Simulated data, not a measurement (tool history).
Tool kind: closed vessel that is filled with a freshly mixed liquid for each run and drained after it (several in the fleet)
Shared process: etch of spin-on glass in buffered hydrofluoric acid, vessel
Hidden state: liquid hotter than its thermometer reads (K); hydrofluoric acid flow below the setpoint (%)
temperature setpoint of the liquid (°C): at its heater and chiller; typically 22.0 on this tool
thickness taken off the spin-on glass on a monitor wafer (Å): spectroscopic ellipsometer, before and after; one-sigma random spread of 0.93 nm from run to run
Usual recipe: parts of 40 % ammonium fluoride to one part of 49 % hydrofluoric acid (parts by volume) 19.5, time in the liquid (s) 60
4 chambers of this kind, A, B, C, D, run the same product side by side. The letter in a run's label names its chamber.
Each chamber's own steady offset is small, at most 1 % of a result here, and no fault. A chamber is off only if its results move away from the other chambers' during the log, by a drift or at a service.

run	hour	temperature setpoint of the liquid (°C)	parts of 40 % ammonium fluoride to one part of 49 % hydrofluoric acid (parts by volume)	time in the liquid (s)	hours since the thermometer was replaced	hours since the hydrofluoric acid flow meter was replaced	read-back film thickness of the spin-on glass reference wafer, read on the same gauge (nm)	thickness taken off the spin-on glass on a monitor wafer (Å)
1D	5.8	22.0	19.5	60	786.7	1472.9	110.02	1335.50
2C	10.9	22.0	19.5	60	376.5	1596.5	110.01	1325.70
3A	18.8	22.0	19.5	60	189.0	239.9	109.98	1341.50
4B	27.5	22.0	19.5	60	260.9	877.8	110.00	1313.10
5A	34.7	22.0	19.5	60	204.9	255.8	110.01	1348.40
6D	41.8	22.0	19.5	60	822.7	1508.9	110.01	1345.30
7C	48.1	22.0	19.5	60	413.7	1633.7	110.00	1339.80
8B	55.3	18.0	19.5	85	288.7	905.6	109.99	1519.50
9C	63.9	18.0	19.5	85	429.5	1649.5	110.01	1522.00
# hour 64.3: chamber B: hydrofluoric acid flow meter replaced
10B	72.2	18.0	19.5	85	305.6	7.9	110.01	1514.80
11A	76.7	18.0	19.5	85	246.9	297.8	110.01	1520.90
12D	81.7	22.0	19.5	60	862.6	1548.8	110.00	1335.40
13D	86.2	26.5	19.5	30	867.1	1553.3	110.01	860.33
14A	94.6	26.5	19.5	30	264.8	315.7	109.99	856.16
15B	99.9	26.5	19.5	30	333.3	35.6	109.99	863.43
16C	108.2	26.5	19.5	30	473.8	1693.8	110.00	848.97
17C	114.6	22.0	19.5	50	480.2	1700.2	110.02	1118.20
18D	122.3	22.0	19.5	50	903.2	1589.4	110.00	1132.90
19A	126.7	22.0	19.5	50	296.9	347.8	109.98	1123.70
20B	133.4	22.0	19.5	50	366.8	69.1	110.02	1109.10
21D	142.0	22.0	19.5	60	922.9	1609.1	110.00	1345.90
22C	149.3	22.0	19.5	60	514.9	1734.9	109.99	1327.40
23B	156.3	22.0	19.5	45	389.7	92.0	109.96	1000.50
24A	164.4	22.0	19.5	45	334.6	385.5	110.00	990.44
25C	172.1	22.0	19.5	45	537.7	1757.7	109.98	1000.20
26B	178.5	22.0	19.5	45	411.9	114.2	110.00	1017.20
27D	182.6	22.0	19.5	60	963.5	1649.7	110.01	1351.60
28A	190.6	22.0	19.5	60	360.8	411.7	109.99	1316.30
29C	195.2	22.0	19.5	60	560.8	1780.8	109.98	1331.60
30B	202.0	22.0	19.5	60	435.4	137.7	109.99	1340.80

Has any chamber moved away from the others, gradually or after a service, or does the common gauge drift, or do the chambers differ only by their own small steady offsets? State the chamber and the most likely cause if one applies.

All chambers stay in line apart from their small fixed offsets, and the gauge does not drift.

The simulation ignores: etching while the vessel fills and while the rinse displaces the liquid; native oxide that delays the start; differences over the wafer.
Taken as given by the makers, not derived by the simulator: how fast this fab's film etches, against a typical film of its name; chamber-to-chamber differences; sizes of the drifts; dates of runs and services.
